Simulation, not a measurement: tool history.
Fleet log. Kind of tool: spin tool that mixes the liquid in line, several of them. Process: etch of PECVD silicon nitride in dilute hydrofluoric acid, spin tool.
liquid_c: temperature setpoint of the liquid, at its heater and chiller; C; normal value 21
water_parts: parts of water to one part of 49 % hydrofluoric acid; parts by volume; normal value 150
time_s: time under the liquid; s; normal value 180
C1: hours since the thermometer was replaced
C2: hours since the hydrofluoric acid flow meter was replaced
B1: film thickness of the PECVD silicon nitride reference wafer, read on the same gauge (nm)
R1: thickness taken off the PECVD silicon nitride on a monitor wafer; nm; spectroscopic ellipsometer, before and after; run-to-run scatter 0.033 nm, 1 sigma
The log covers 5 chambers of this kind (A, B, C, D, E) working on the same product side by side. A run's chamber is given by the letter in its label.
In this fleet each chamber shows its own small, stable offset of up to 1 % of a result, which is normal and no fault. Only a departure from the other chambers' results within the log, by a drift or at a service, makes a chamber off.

Run 1A, hour 5.0: usual settings; C1 2252.3; C2 34.0; B1 80.023. Result: R1 3.2081 nm.
Run 2B, hour 12.3: usual settings; C1 459.7; C2 707.7; B1 79.972. Result: R1 3.2458 nm.
Run 3C, hour 23.8: usual settings; C1 773.1; C2 856.2; B1 79.984. Result: R1 3.2425 nm.
Run 4D, hour 33.4: usual settings; C1 342.0; C2 2015.4; B1 80.062. Result: R1 3.2544 nm.
Run 5E, hour 43.0: usual settings; C1 1819.2; C2 501.6; B1 79.954. Result: R1 3.2162 nm.
Run 6A, hour 51.7: usual settings; C1 2299.0; C2 80.7; B1 80.003. Result: R1 3.1882 nm.
Run 7D, hour 59.4: usual settings; C1 368.0; C2 2041.4; B1 80.005. Result: R1 3.1248 nm.
Run 8B, hour 68.3: usual settings but time_s 100 s; C1 515.7; C2 763.7; B1 80.027. Result: R1 1.7710 nm.
Run 9C, hour 75.8: usual settings but time_s 100 s; C1 825.1; C2 908.2; B1 80.016. Result: R1 1.8058 nm.
Run 10E, hour 86.8: usual settings but time_s 100 s; C1 1863.0; C2 545.4; B1 80.015. Result: R1 1.7969 nm.
Run 11B, hour 91.7: usual settings but time_s 100 s; C1 539.1; C2 787.1; B1 80.026. Result: R1 1.7551 nm.
Run 12C, hour 103.0: usual settings but time_s 100 s; C1 852.3; C2 935.4; B1 80.020. Result: R1 1.8380 nm.
Run 13D, hour 111.5: usual settings; C1 420.1; C2 2093.5; B1 80.025. Result: R1 3.2493 nm.
Run 14A, hour 118.0: usual settings; C1 2365.3; C2 147.0; B1 80.001. Result: R1 3.2391 nm.
Run 15E, hour 125.4: usual settings; C1 1901.6; C2 584.0; B1 79.983. Result: R1 3.2340 nm.
Run 16C, hour 131.5: usual settings; C1 880.8; C2 963.9; B1 79.986. Result: R1 3.1901 nm.
Run 17B, hour 139.5: usual settings; C1 586.9; C2 834.9; B1 80.013. Result: R1 3.2152 nm.
Run 18A, hour 147.4: usual settings; C1 2394.7; C2 176.4; B1 79.992. Result: R1 3.2327 nm.
Run 19D, hour 154.6: usual settings; C1 463.2; C2 2136.6; B1 79.953. Result: R1 3.2561 nm.
Run 20E, hour 160.4: usual settings but liquid_c 19 C, water_parts 125 parts by volume; C1 1936.6; C2 619.0; B1 80.022. Result: R1 3.3483 nm.
Run 21E, hour 171.1: usual settings but liquid_c 19 C, water_parts 125 parts by volume; C1 1947.3; C2 629.7; B1 79.957. Result: R1 3.3661 nm.
Run 22C, hour 181.5: usual settings but liquid_c 19 C, water_parts 125 parts by volume; C1 930.8; C2 1013.9; B1 80.017. Result: R1 3.3593 nm.
Run 23B, hour 187.6: usual settings but liquid_c 19 C, water_parts 125 parts by volume; C1 635.0; C2 883.0; B1 80.012. Result: R1 3.4196 nm.
Run 24A, hour 196.8: usual settings but liquid_c 19 C, water_parts 125 parts by volume; C1 2444.1; C2 225.8; B1 79.967. Result: R1 3.3054 nm.
Run 25D, hour 205.9: usual settings; C1 514.5; C2 2187.9; B1 79.998. Result: R1 3.1643 nm.
Run 26C, hour 212.6: usual settings; C1 961.9; C2 1045.0; B1 80.014. Result: R1 3.2084 nm.
Run 27D, hour 220.8: usual settings; C1 529.4; C2 2202.8; B1 80.017. Result: R1 3.2126 nm.
Run 28A, hour 226.1: usual settings; C1 2473.4; C2 255.1; B1 80.004. Result: R1 3.2825 nm.
Run 29B, hour 231.0: usual settings; C1 678.4; C2 926.4; B1 79.996. Result: R1 3.3741 nm.
Run 30E, hour 239.7: usual settings; C1 2015.9; C2 698.3; B1 80.032. Result: R1 3.2710 nm.
Run 31A, hour 246.0: usual settings; C1 2493.3; C2 275.0; B1 79.978. Result: R1 3.2636 nm.
Run 32E, hour 252.1: usual settings but liquid_c 25 C, water_parts 220 parts by volume; C1 2028.3; C2 710.7; B1 79.992. Result: R1 2.8489 nm.
Run 33C, hour 259.5: usual settings but liquid_c 25 C, water_parts 220 parts by volume; C1 1008.8; C2 1091.9; B1 79.967. Result: R1 2.8592 nm.
Run 34B, hour 266.3: usual settings but liquid_c 25 C, water_parts 220 parts by volume; C1 713.7; C2 961.7; B1 79.982. Result: R1 3.1075 nm.
Run 35D, hour 271.5: usual settings but liquid_c 25 C, water_parts 220 parts by volume; C1 580.1; C2 2253.5; B1 79.999. Result: R1 2.8900 nm.
Run 36B, hour 277.2: usual settings but liquid_c 25 C, water_parts 220 parts by volume; C1 724.6; C2 972.6; B1 80.030. Result: R1 3.1006 nm.
Run 37A, hour 285.1: usual settings; C1 2532.4; C2 314.1; B1 80.020. Result: R1 3.2497 nm.
Run 38E, hour 294.0: usual settings but water_parts 220 parts by volume, time_s 240 s; C1 2070.2; C2 752.6; B1 80.026. Result: R1 2.9449 nm.

Is one chamber off against the others, does the gauge drift, or is nothing wrong? If a chamber is off, say which, and what the likeliest cause is.

Little by little, chamber B moves away from the other chambers.
Most likely cause: liquid hotter than its thermometer reads (K) = 1.55.
From this log alone, it may not be told apart from: hydrofluoric acid flow above the setpoint (%).

Chamber B could run next with any of the 4 candidate recipes listed below; each alters the usual settings, and their results appear as question marks. Which one brings its results back in line with what the other chambers deliver on the usual settings?
In line here means within this much of the mean the other chambers give on the usual settings: R1 0.1200 nm
Run 39B-1, hour 302.2: usual settings but liquid_c 21.5 C, time_s 190 s. Result: R1 ?.
Run 39B-2, hour 302.2: usual settings but liquid_c 20.5 C, water_parts 160 parts by volume. Result: R1 ?.
Run 39B-3, hour 302.2: usual settings but liquid_c 20.5 C. Result: R1 ?.
Run 39B-4, hour 302.2: usual settings but liquid_c 21.5 C. Result: R1 ?.

What the other chambers average on the usual settings: R1 3.2295 nm
  run      R1
39B-1  3.8755
39B-2  3.2257
39B-3  3.4348
39B-4  3.6715
With 39B-2, the chamber falls back in line with the rest.
